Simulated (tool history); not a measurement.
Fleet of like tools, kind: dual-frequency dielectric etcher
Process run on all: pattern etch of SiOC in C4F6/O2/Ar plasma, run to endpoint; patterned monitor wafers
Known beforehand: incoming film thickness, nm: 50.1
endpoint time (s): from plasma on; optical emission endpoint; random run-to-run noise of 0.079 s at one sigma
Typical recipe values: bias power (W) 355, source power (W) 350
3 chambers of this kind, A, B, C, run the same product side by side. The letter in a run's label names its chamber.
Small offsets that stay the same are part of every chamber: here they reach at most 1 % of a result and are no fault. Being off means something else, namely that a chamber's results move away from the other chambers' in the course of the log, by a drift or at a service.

run	day	bias power (W)	source power (W)	endpoint time (s)
1A	0.283	355	350	20.238
2B	0.675	355	350	19.964
3C	1.108	355	350	20.065
4B	1.575	355	350	20.035
5C	2.054	355	350	20.085
6A	2.579	355	350	20.229
7A	3.088	355	350	20.229
8B	3.379	355	320	20.63
9C	3.771	355	320	20.831
10A	4.233	355	320	20.81
11B	4.575	355	350	20.099
12C	5.088	355	350	20.021
# day 5.162: chamber B: wet clean of the chamber
13C	5.483	397	380	18.758
14A	5.725	397	380	18.829
15B	5.996	397	380	18.698
16A	6.371	355	350	20.114
# day 6.625: chamber A: wet clean of the chamber
17B	6.829	355	350	20.106
18C	7.071	355	350	20.119
19A	7.304	355	350	20.252
20C	7.738	355	350	20.043
21B	8.188	355	410	18.87
22A	8.538	355	410	19.034
23C	8.888	355	410	18.843
24B	9.138	355	350	20.163
25B	9.467	355	350	20.157
26C	9.808	355	350	20.034
27A	10.312	355	350	20.303
28C	10.579	284	290	23.256

Next, every chamber runs the same settings. What will each give?
29A	10.958	408	350	?
29B	10.958	408	350	?
29C	10.958	408	350	?

run	endpoint time (s)
29A	19.217
29B	19.047
29C	19.119

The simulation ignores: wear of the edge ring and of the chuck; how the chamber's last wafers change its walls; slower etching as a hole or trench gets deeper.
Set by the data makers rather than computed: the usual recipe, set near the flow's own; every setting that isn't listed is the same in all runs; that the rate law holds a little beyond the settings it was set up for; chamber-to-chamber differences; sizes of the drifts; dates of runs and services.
